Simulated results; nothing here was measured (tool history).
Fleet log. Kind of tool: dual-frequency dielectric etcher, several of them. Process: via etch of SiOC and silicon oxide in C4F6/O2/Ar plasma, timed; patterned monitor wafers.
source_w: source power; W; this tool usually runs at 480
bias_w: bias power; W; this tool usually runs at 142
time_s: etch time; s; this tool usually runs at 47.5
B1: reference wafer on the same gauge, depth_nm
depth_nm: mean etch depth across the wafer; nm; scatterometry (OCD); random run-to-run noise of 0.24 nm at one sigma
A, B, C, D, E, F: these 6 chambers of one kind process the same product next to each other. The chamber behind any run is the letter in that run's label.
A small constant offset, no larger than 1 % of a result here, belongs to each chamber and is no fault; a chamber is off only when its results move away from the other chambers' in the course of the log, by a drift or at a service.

At day 0.138: chamber A: wet clean of the chamber.
Run 1A, day 0.229: usual settings; B1 53.198. Result: depth_nm 53.413 nm.
At day 0.308: chamber C: wet clean of the chamber.
Run 2F, day 0.604: usual settings; B1 53.23. Result: depth_nm 53.799 nm.
Run 3C, day 0.825: usual settings; B1 53.237. Result: depth_nm 54.039 nm.
Run 4D, day 1.125: usual settings; B1 53.185. Result: depth_nm 54.093 nm.
Run 5E, day 1.346: usual settings; B1 53.224. Result: depth_nm 53.775 nm.
Run 6B, day 1.546: usual settings; B1 53.183. Result: depth_nm 53.432 nm.
Run 7C, day 1.842: usual settings; B1 53.126. Result: depth_nm 53.916 nm.
Run 8E, day 2.096: usual settings; B1 53.199. Result: depth_nm 53.959 nm.
Run 9B, day 2.471: usual settings; B1 53.209. Result: depth_nm 53.831 nm.
Run 10F, day 2.7: usual settings; B1 53.107. Result: depth_nm 53.938 nm.
Run 11D, day 2.992: usual settings; B1 53.145. Result: depth_nm 53.557 nm.
Run 12A, day 3.279: usual settings; B1 53.211. Result: depth_nm 53.815 nm.
Run 13F, day 3.596: usual settings but source_w 560 W, bias_w 166 W; B1 53.207. Result: depth_nm 60.01 nm.
Run 14C, day 3.788: usual settings but source_w 560 W, bias_w 166 W; B1 53.245. Result: depth_nm 59.543 nm.
Run 15B, day 4.008: usual settings but source_w 560 W, bias_w 166 W; B1 53.121. Result: depth_nm 60.175 nm.
Run 16E, day 4.192: usual settings but source_w 560 W, bias_w 166 W; B1 53.144. Result: depth_nm 60.164 nm.
Run 17D, day 4.362: usual settings but source_w 560 W, bias_w 166 W; B1 53.214. Result: depth_nm 60.014 nm.
Run 18A, day 4.642: usual settings but source_w 560 W, bias_w 166 W; B1 53.19. Result: depth_nm 59.774 nm.
Run 19B, day 4.892: usual settings; B1 53.16. Result: depth_nm 54.17 nm.
Run 20E, day 5.062: usual settings; B1 53.223. Result: depth_nm 53.637 nm.
Run 21A, day 5.371: usual settings; B1 53.233. Result: depth_nm 53.562 nm.
Run 22C, day 5.633: usual settings; B1 53.202. Result: depth_nm 53.816 nm.
Run 23D, day 5.854: usual settings; B1 53.238. Result: depth_nm 54.288 nm.
Run 24F, day 6.183: usual settings but source_w 530 W, bias_w 157 W; B1 53.165. Result: depth_nm 58.152 nm.
At day 6.338: chamber B: wet clean of the chamber.
Run 25B, day 6.521: usual settings but source_w 530 W, bias_w 157 W; B1 53.209. Result: depth_nm 57.036 nm.
Run 26E, day 6.804: usual settings but source_w 530 W, bias_w 157 W; B1 53.185. Result: depth_nm 57.868 nm.
Run 27C, day 7.025: usual settings but source_w 530 W, bias_w 157 W; B1 53.21. Result: depth_nm 57.74 nm.
Run 28F, day 7.321: usual settings but source_w 530 W, bias_w 157 W; B1 53.233. Result: depth_nm 57.659 nm.
Run 29A, day 7.667: usual settings but source_w 530 W, bias_w 157 W; B1 53.203. Result: depth_nm 57.516 nm.
Run 30D, day 8.038: usual settings; B1 53.187. Result: depth_nm 54.693 nm.
Run 31D, day 8.258: usual settings; B1 53.179. Result: depth_nm 54.585 nm.
Run 32B, day 8.542: usual settings; B1 53.156. Result: depth_nm 54.27 nm.
Run 33F, day 8.729: usual settings; B1 53.259. Result: depth_nm 54 nm.
Run 34A, day 8.988: usual settings but bias_w 109 W, time_s 57.5 s; B1 53.183. Result: depth_nm 59.839 nm.
Run 35C, day 9.254: usual settings but bias_w 109 W, time_s 57.5 s; B1 53.185. Result: depth_nm 60.452 nm.
Run 36E, day 9.475: usual settings but bias_w 109 W, time_s 57.5 s; B1 53.149. Result: depth_nm 60.042 nm.
At day 9.542: chamber C: bias power generator calibrated.
Run 37E, day 9.742: usual settings but bias_w 109 W, time_s 57.5 s; B1 53.195. Result: depth_nm 59.896 nm.
Run 38F, day 10.104: usual settings but bias_w 109 W, time_s 57.5 s; B1 53.231. Result: depth_nm 60.509 nm.
Run 39C, day 10.292: usual settings but bias_w 109 W, time_s 57.5 s; B1 53.228. Result: depth_nm 60.396 nm.
Run 40B, day 10.471: usual settings but time_s 34 s; B1 53.258. Result: depth_nm 38.547 nm.

Has any chamber moved away from the others, gradually or after a service, or does the common gauge drift, or do the chambers differ only by their own small steady offsets? State the chamber and the most likely cause if one applies.

Chamber D drifts away from the others.
What lies behind it: etch rate over this chamber's usual, % = 2.65.

Below are 4 candidate recipes for chamber D's next run, each the usual settings with a change, their results shown as question marks. Which of them brings D's results back in line with what the other chambers give on the usual settings?
In line means no further than this from the other chambers' mean on the usual settings: depth_nm 0.83 nm
Run 41D-1, day 10.742: usual settings but bias_w 143 W, time_s 48.5 s. Result: depth_nm ?.
Run 41D-2, day 10.742: usual settings but source_w 470 W, time_s 45.5 s. Result: depth_nm ?.
Run 41D-3, day 10.742: usual settings but source_w 460 W, bias_w 138 W. Result: depth_nm ?.
Run 41D-4, day 10.742: usual settings but bias_w 166 W. Result: depth_nm ?.

On the usual settings, the other chambers give on average: depth_nm 53.754 nm
  run  depth_nm
41D-1    56.299
41D-2    52.261
41D-3    53.622
41D-4    57.749
41D-3 brings the chamber back in line.
